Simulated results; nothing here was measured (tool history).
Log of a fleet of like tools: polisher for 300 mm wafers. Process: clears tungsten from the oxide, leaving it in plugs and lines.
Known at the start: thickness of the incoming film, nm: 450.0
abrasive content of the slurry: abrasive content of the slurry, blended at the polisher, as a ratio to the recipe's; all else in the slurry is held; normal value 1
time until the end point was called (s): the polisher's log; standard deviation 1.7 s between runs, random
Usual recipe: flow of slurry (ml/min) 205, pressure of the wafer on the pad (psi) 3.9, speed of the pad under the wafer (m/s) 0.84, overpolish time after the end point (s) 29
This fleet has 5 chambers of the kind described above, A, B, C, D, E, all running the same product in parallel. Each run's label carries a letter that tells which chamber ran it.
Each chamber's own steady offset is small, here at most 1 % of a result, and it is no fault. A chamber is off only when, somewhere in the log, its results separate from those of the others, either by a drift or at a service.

| run | hour | flow of slurry (ml/min) | pressure of the wafer on the pad (psi) | speed of the pad under the wafer (m/s) | abrasive content of the slurry | overpolish time after the end point (s) | time until the end point was called (s) |
|---|---|---|---|---|---|---|---|
| 1A | 4.2 | 205 | 3.9 | 0.84 | 1 | 29 | 125.310 |
| 2E | 7.9 | 205 | 3.9 | 0.84 | 1 | 29 | 127.830 |
| 3D | 10.2 | 205 | 3.9 | 0.84 | 1 | 29 | 128.540 |
|  | 10.4 | chamber A: slurry blender recalibrated |
| 4B | 15.0 | 205 | 3.9 | 0.84 | 1 | 29 | 126.010 |
| 5C | 17.6 | 205 | 3.9 | 0.84 | 1 | 29 | 128.310 |
|  | 19.3 | chamber B: worn pad replaced by a new one |
|  | 20.8 | chamber D: worn pad replaced by a new one |
| 6D | 21.4 | 205 | 3.9 | 0.84 | 1 | 29 | 126.520 |
| 7E | 25.9 | 205 | 4.5 | 0.84 | 1 | 29 | 109.040 |
| 8B | 28.1 | 205 | 4.5 | 0.84 | 1 | 29 | 109.450 |
| 9A | 32.2 | 205 | 4.5 | 0.84 | 1 | 29 | 111.980 |
|  | 33.4 | chamber A: worn pad replaced by a new one |
| 10C | 36.6 | 205 | 4.5 | 0.84 | 1 | 29 | 111.100 |
| 11B | 41.3 | 205 | 4.5 | 0.84 | 1 | 29 | 108.430 |
| 12D | 44.0 | 205 | 3.9 | 0.84 | 1 | 29 | 127.050 |
| 13E | 48.0 | 205 | 4.8 | 1.00 | 1 | 29 | 83.793 |
|  | 49.8 | chamber E: slurry blender recalibrated |
| 14C | 51.8 | 205 | 4.8 | 1.00 | 1 | 29 | 86.945 |
|  | 52.8 | chamber C: worn pad replaced by a new one |
|  | 53.1 | chamber D: slurry tank refilled with fresh slurry and peroxide |
| 15A | 54.1 | 205 | 4.8 | 1.00 | 1 | 29 | 91.768 |
|  | 56.6 | chamber E: worn pad replaced by a new one |
| 16D | 56.6 | 205 | 4.8 | 1.00 | 1 | 29 | 87.697 |
|  | 58.7 | chamber C: slurry tank refilled with fresh slurry and peroxide |
| 17E | 60.1 | 205 | 4.8 | 1.00 | 1 | 29 | 87.269 |
| 18C | 63.6 | 205 | 3.9 | 0.84 | 1 | 29 | 125.970 |
| 19B | 66.6 | 205 | 3.9 | 0.84 | 1 | 29 | 126.670 |
| 20A | 70.1 | 205 | 3.9 | 0.84 | 1 | 29 | 133.640 |
|  | 71.5 | chamber E: slurry tank refilled with fresh slurry and peroxide |
| 21C | 74.6 | 205 | 2.8 | 0.84 | 1 | 37 | 174.830 |
| 22B | 76.7 | 205 | 2.8 | 0.84 | 1 | 37 | 176.150 |
| 23E | 81.1 | 205 | 2.8 | 0.84 | 1 | 37 | 175.250 |
| 24A | 83.4 | 205 | 2.8 | 0.84 | 1 | 37 | 192.750 |
| 25D | 87.8 | 205 | 2.8 | 0.84 | 1 | 37 | 180.240 |
|  | 89.7 | chamber C: slurry nozzle cleaned |
|  | 90.4 | chamber A: slurry nozzle cleaned |
| 26D | 91.5 | 205 | 3.9 | 0.84 | 1 | 29 | 127.450 |
| 27A | 96.1 | 205 | 3.9 | 0.84 | 1 | 29 | 135.860 |
| 28E | 99.4 | 205 | 3.9 | 0.84 | 1 | 29 | 128.340 |
| 29C | 103.4 | 205 | 3.9 | 0.84 | 1 | 29 | 129.400 |
| 30B | 106.5 | 205 | 3.9 | 0.84 | 1 | 29 | 125.250 |
| 31E | 109.4 | 205 | 3.9 | 0.84 | 1 | 29 | 127.820 |
| 32C | 113.1 | 205 | 3.9 | 0.84 | 1 | 29 | 125.740 |
| 33B | 116.7 | 205 | 3.9 | 0.84 | 1 | 29 | 122.520 |
|  | 119.1 | chamber C: worn pad replaced by a new one |
|  | 119.3 | chamber D: slurry nozzle cleaned |
| 34A | 120.9 | 205 | 3.9 | 0.84 | 1 | 29 | 143.760 |
| 35D | 124.4 | 205 | 3.9 | 0.84 | 1 | 13 | 128.000 |
| 36C | 128.0 | 205 | 3.9 | 0.84 | 1 | 13 | 126.330 |
| 37D | 132.9 | 205 | 3.9 | 0.84 | 1 | 13 | 127.620 |

One chamber off, gauge drift, or nothing amiss beyond the chambers' own small offsets? If it is a chamber, which one, and what is the likeliest cause?

It is chamber A that slowly wanders off from its peers.
Likeliest cause: peroxide lost from the slurry, % = 29.7.
From this log alone, it may not be told apart from: head's pressure below its setpoint, %.

Below are 4 candidate recipes for chamber A's next run, each the usual settings with a change, their results shown as question marks. Which of them brings A's results back in line with what the other chambers give on the usual settings?
Maximum distance from the other chambers' mean on the usual settings for a result to count as in line: time until the end point was called (s) 5.800
| 38A-1 | 136.3 | 215 | 5.2 | 0.84 | 1 | 29 | ? |
| 38A-2 | 136.3 | 205 | 4.4 | 0.84 | 1 | 29 | ? |
| 38A-3 | 136.3 | 200 | 3.4 | 0.72 | 1 | 29 | ? |
| 38A-4 | 136.3 | 200 | 3.9 | 0.72 | 1 | 29 | ? |

On the usual settings, the other chambers give on average: time until the end point was called (s) 127.510
| run | time until the end point was called (s) |
|---|---|
| 38A-1 | 109.520 |
| 38A-2 | 130.230 |
| 38A-3 | 196.950 |
| 38A-4 | 171.700 |
With 38A-2, the chamber falls back in line with the rest.

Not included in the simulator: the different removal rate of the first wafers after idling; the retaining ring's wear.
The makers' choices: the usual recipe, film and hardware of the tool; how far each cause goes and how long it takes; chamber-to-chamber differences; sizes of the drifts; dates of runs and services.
